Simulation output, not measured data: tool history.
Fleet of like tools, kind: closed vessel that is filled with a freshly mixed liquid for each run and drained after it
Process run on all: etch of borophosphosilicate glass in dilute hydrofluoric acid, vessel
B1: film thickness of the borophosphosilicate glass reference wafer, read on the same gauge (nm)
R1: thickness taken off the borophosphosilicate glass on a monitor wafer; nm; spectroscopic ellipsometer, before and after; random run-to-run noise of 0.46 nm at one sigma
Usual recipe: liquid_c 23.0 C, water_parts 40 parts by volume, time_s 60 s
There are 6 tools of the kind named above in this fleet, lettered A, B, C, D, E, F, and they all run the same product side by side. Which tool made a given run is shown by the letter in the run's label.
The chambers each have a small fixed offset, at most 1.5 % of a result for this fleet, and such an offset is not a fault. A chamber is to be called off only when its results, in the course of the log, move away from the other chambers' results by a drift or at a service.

run 1E hour=4.0 | liquid_c=23.0 water_parts=40 time_s=60 | B1=100.030 | R1=51.110
run 2C hour=9.4 | liquid_c=23.0 water_parts=40 time_s=60 | B1=100.000 | R1=51.274
run 3A hour=16.3 | liquid_c=23.0 water_parts=40 time_s=60 | B1=100.010 | R1=51.702
run 4D hour=24.5 | liquid_c=23.0 water_parts=40 time_s=60 | B1=99.980 | R1=51.123
run 5B hour=28.2 | liquid_c=23.0 water_parts=40 time_s=60 | B1=100.010 | R1=51.058
run 6F hour=35.0 | liquid_c=23.0 water_parts=40 time_s=60 | B1=99.970 | R1=50.746
-- hour=41.9 chamber A: thermometer replaced
run 7B hour=42.1 | liquid_c=23.0 water_parts=40 time_s=60 | B1=99.990 | R1=51.086
run 8F hour=46.9 | liquid_c=23.0 water_parts=40 time_s=60 | B1=99.957 | R1=50.919
run 9D hour=54.0 | liquid_c=23.0 water_parts=40 time_s=60 | B1=99.977 | R1=51.608
run 10A hour=58.6 | liquid_c=23.0 water_parts=40 time_s=60 | B1=99.977 | R1=51.230
run 11C hour=66.2 | liquid_c=23.0 water_parts=40 time_s=60 | B1=100.030 | R1=51.565
run 12E hour=69.8 | liquid_c=23.0 water_parts=40 time_s=60 | B1=99.993 | R1=50.689
run 13F hour=76.3 | liquid_c=23.0 water_parts=40 time_s=60 | B1=100.020 | R1=50.559
run 14B hour=82.1 | liquid_c=23.0 water_parts=40 time_s=60 | B1=100.030 | R1=50.429
run 15E hour=85.7 | liquid_c=25.5 water_parts=40 time_s=60 | B1=100.030 | R1=56.701
run 16D hour=93.2 | liquid_c=25.5 water_parts=40 time_s=60 | B1=99.968 | R1=56.635
run 17A hour=100.7 | liquid_c=25.5 water_parts=40 time_s=60 | B1=99.975 | R1=56.615
run 18C hour=105.8 | liquid_c=25.5 water_parts=40 time_s=60 | B1=100.030 | R1=57.063
run 19D hour=111.1 | liquid_c=25.5 water_parts=40 time_s=60 | B1=99.993 | R1=57.597
run 20F hour=115.3 | liquid_c=25.5 water_parts=40 time_s=60 | B1=99.997 | R1=56.030
run 21E hour=123.4 | liquid_c=23.0 water_parts=40 time_s=60 | B1=100.010 | R1=50.599
run 22B hour=129.2 | liquid_c=23.0 water_parts=40 time_s=60 | B1=100.020 | R1=50.482
run 23A hour=134.9 | liquid_c=23.0 water_parts=40 time_s=60 | B1=99.993 | R1=51.210
run 24C hour=138.5 | liquid_c=23.0 water_parts=40 time_s=60 | B1=99.990 | R1=52.438
run 25F hour=142.7 | liquid_c=23.0 water_parts=40 time_s=60 | B1=99.968 | R1=51.304
-- hour=145.2 chamber F: hydrofluoric acid flow meter replaced
run 26B hour=148.0 | liquid_c=23.0 water_parts=40 time_s=60 | B1=100.000 | R1=50.655
run 27D hour=152.5 | liquid_c=23.0 water_parts=40 time_s=85 | B1=99.982 | R1=72.802
run 28A hour=158.7 | liquid_c=23.0 water_parts=40 time_s=85 | B1=100.010 | R1=71.021
run 29C hour=163.4 | liquid_c=23.0 water_parts=40 time_s=85 | B1=99.983 | R1=73.351
run 30E hour=171.7 | liquid_c=23.0 water_parts=40 time_s=85 | B1=100.000 | R1=68.204
run 31B hour=176.9 | liquid_c=23.0 water_parts=40 time_s=85 | B1=99.960 | R1=72.080
run 32C hour=182.4 | liquid_c=23.0 water_parts=40 time_s=85 | B1=100.020 | R1=73.184
run 33E hour=187.8 | liquid_c=23.0 water_parts=40 time_s=60 | B1=100.010 | R1=47.688
-- hour=189.4 chamber B: hydrofluoric acid flow meter replaced
run 34A hour=193.9 | liquid_c=23.0 water_parts=40 time_s=60 | B1=99.958 | R1=50.416
run 35F hour=198.0 | liquid_c=23.0 water_parts=40 time_s=60 | B1=99.999 | R1=50.960
-- hour=198.1 chamber F: thermometer replaced
run 36D hour=202.1 | liquid_c=23.0 water_parts=40 time_s=60 | B1=100.000 | R1=50.701
run 37D hour=208.1 | liquid_c=23.0 water_parts=40 time_s=60 | B1=100.010 | R1=51.034
run 38A hour=215.2 | liquid_c=23.0 water_parts=40 time_s=60 | B1=100.030 | R1=51.541
run 39F hour=221.8 | liquid_c=23.0 water_parts=40 time_s=60 | B1=99.993 | R1=51.520
run 40E hour=225.4 | liquid_c=23.0 water_parts=40 time_s=60 | B1=99.991 | R1=47.202
run 41B hour=231.1 | liquid_c=23.0 water_parts=40 time_s=60 | B1=99.975 | R1=50.732

Each of the 6 chambers runs these same settings next. Fill in every chamber's results:
run 42A hour=237.1 | liquid_c=23.0 water_parts=40 time_s=60 | R1=?
run 42B hour=237.1 | liquid_c=23.0 water_parts=40 time_s=60 | R1=?
run 42C hour=237.1 | liquid_c=23.0 water_parts=40 time_s=60 | R1=?
run 42D hour=237.1 | liquid_c=23.0 water_parts=40 time_s=60 | R1=?
run 42E hour=237.1 | liquid_c=23.0 water_parts=40 time_s=60 | R1=?
run 42F hour=237.1 | liquid_c=23.0 water_parts=40 time_s=60 | R1=?

run=42A R1=51.100
run=42B R1=51.366
run=42C R1=51.330
run=42D R1=51.750
run=42E R1=46.770
run=42F R1=51.553
